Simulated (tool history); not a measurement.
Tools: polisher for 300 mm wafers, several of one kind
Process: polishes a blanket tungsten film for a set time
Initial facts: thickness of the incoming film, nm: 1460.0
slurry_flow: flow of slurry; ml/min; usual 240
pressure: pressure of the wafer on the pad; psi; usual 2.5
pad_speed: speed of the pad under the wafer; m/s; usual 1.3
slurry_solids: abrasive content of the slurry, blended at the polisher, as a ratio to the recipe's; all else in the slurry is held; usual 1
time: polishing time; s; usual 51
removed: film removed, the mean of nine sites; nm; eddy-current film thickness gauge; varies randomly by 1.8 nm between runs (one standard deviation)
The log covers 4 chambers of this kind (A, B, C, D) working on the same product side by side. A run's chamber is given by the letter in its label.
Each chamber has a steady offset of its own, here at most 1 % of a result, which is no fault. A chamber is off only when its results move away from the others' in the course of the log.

| run | hour | slurry_flow | pressure | pad_speed | slurry_solids | time | removed |
|---|---|---|---|---|---|---|---|
|  | 1.2 | chamber D: slurry blender recalibrated |
|  | 5.5 | chamber B: slurry blender recalibrated |
| 1D | 7.2 | 240 | 2.5 | 1.3 | 1 | 51 | 208.25 |
|  | 12.8 | chamber A: worn pad replaced by a new one |
| 2B | 17.4 | 240 | 2.5 | 1.3 | 1 | 51 | 208.12 |
|  | 20.3 | chamber C: slurry tank refilled with fresh slurry and peroxide |
| 3C | 26.5 | 240 | 2.5 | 1.3 | 1 | 51 | 207.95 |
| 4A | 36.8 | 240 | 2.5 | 1.3 | 1 | 51 | 209.47 |
| 5C | 43.6 | 240 | 2.5 | 1.3 | 1 | 51 | 210.57 |
|  | 46.9 | chamber C: worn pad replaced by a new one |
|  | 48.4 | chamber C: head pressure recalibrated |
|  | 49.6 | chamber D: slurry tank refilled with fresh slurry and peroxide |
| 6A | 49.8 | 240 | 2.5 | 1.3 | 1 | 51 | 202.29 |
|  | 52.9 | chamber B: worn pad replaced by a new one |
|  | 53.1 | chamber D: worn pad replaced by a new one |
| 7B | 60.8 | 240 | 2.5 | 1.3 | 1 | 51 | 206.61 |
| 8D | 67.6 | 240 | 2.5 | 1.3 | 1 | 51 | 209.02 |
|  | 72.4 | chamber C: slurry tank refilled with fresh slurry and peroxide |
|  | 73.6 | chamber A: worn pad replaced by a new one |
| 9C | 75.7 | 240 | 2.5 | 1.3 | 1 | 51 | 212.2 |
|  | 79.5 | chamber A: slurry tank refilled with fresh slurry and peroxide |
| 10D | 86.5 | 240 | 2.5 | 1.3 | 1 | 51 | 207.56 |
| 11A | 92.1 | 240 | 2.5 | 1.3 | 1 | 51 | 210.42 |
|  | 92.4 | chamber C: slurry blender recalibrated |
|  | 98 | chamber C: worn pad replaced by a new one |
| 12B | 98.5 | 240 | 2.5 | 1.3 | 1 | 51 | 209.65 |
| 13D | 108.7 | 240 | 2.5 | 1.3 | 1 | 51 | 205.75 |
|  | 117.8 | chamber D: slurry tank refilled with fresh slurry and peroxide |
| 14C | 119.1 | 240 | 2.5 | 1.3 | 1 | 51 | 207.68 |
|  | 125.8 | chamber D: worn pad replaced by a new one |
| 15B | 127 | 240 | 2.5 | 1.3 | 1 | 51 | 211.97 |
|  | 127.4 | chamber C: slurry tank refilled with fresh slurry and peroxide |
|  | 128.5 | chamber A: worn pad replaced by a new one |
| 16A | 132.6 | 240 | 2.5 | 1.3 | 1 | 51 | 208.87 |
|  | 133.2 | chamber D: slurry blender recalibrated |
|  | 139.7 | chamber B: worn pad replaced by a new one |
| 17B | 139.9 | 240 | 2.5 | 1.3 | 1 | 51 | 212.25 |
|  | 145.7 | chamber A: slurry blender recalibrated |
| 18C | 145.7 | 240 | 2.5 | 1.3 | 1 | 51 | 209.64 |
|  | 146.8 | chamber B: slurry tank refilled with fresh slurry and peroxide |
|  | 154.2 | chamber C: worn pad replaced by a new one |
|  | 155.1 | chamber A: slurry tank refilled with fresh slurry and peroxide |
| 19D | 156.2 | 240 | 2.5 | 1.3 | 1 | 51 | 206.15 |
| 20A | 162.7 | 240 | 2.5 | 1.3 | 1 | 51 | 204.82 |
|  | 165.9 | chamber B: slurry blender recalibrated |
| 21B | 172.8 | 240 | 2.5 | 0.86 | 1 | 51 | 139.89 |
|  | 178 | chamber D: slurry tank refilled with fresh slurry and peroxide |
|  | 180.1 | chamber C: slurry tank refilled with fresh slurry and peroxide |
| 22A | 184.2 | 240 | 2.5 | 0.86 | 1 | 51 | 134.98 |
|  | 186.7 | chamber A: worn pad replaced by a new one |
| 23C | 191.8 | 240 | 2.5 | 0.86 | 1 | 51 | 136.36 |
|  | 192.9 | chamber D: head pressure recalibrated |
| 24D | 198 | 240 | 2.5 | 0.86 | 1 | 51 | 135.43 |
| 25B | 204.7 | 240 | 2.5 | 1.3 | 1 | 51 | 216.7 |
|  | 208.1 | chamber C: worn pad replaced by a new one |
| 26D | 216.3 | 240 | 2.5 | 1.3 | 1 | 51 | 207.77 |
|  | 218.5 | chamber D: worn pad replaced by a new one |
| 27C | 227 | 240 | 2.5 | 1.3 | 1 | 51 | 210.09 |
|  | 234.1 | chamber C: slurry tank refilled with fresh slurry and peroxide |
| 28A | 237.2 | 240 | 2.5 | 1.3 | 1 | 51 | 206.1 |
|  | 244.5 | chamber B: worn pad replaced by a new one |
|  | 244.6 | chamber D: slurry tank refilled with fresh slurry and peroxide |
| 29C | 244.7 | 240 | 2.5 | 1.3 | 1 | 51 | 209.47 |
| 30D | 250.7 | 240 | 2.5 | 1.3 | 1 | 51 | 210.69 |
| 31B | 255.9 | 240 | 2.5 | 1.3 | 1 | 51 | 218.92 |

Has any chamber moved away from the others, gradually or after a service, or does the common gauge drift, or do the chambers differ only by their own small steady offsets? State the chamber and the most likely cause if one applies.

Little by little, chamber B moves away from the other chambers.
Cause: head's pressure above its setpoint, % = 6.47.

Chamber B could run next with any of the 4 candidate recipes listed below; each alters the usual settings, and their results appear as question marks. Which one brings its results back in line with what the other chambers deliver on the usual settings?
Counts as in line when no further than this from what the other chambers average on the usual settings: removed 6.4 nm
| 32B-1 | 264.2 | 240 | 2.5 | 1.22 | 1 | 51 | ? |
| 32B-2 | 264.2 | 240 | 2.6 | 1.32 | 1 | 52 | ? |
| 32B-3 | 264.2 | 240 | 2.4 | 1.24 | 1 | 49 | ? |
| 32B-4 | 264.2 | 240 | 2.6 | 1.36 | 1 | 53 | ? |

Other chambers, usual settings, mean: removed 207.66 nm
| run | removed |
|---|---|
| 32B-1 | 209.52 |
| 32B-2 | 240.51 |
| 32B-3 | 196.59 |
| 32B-4 | 252.67 |
The answer is 32B-1, which returns the chamber to within the allowed miss of the others.
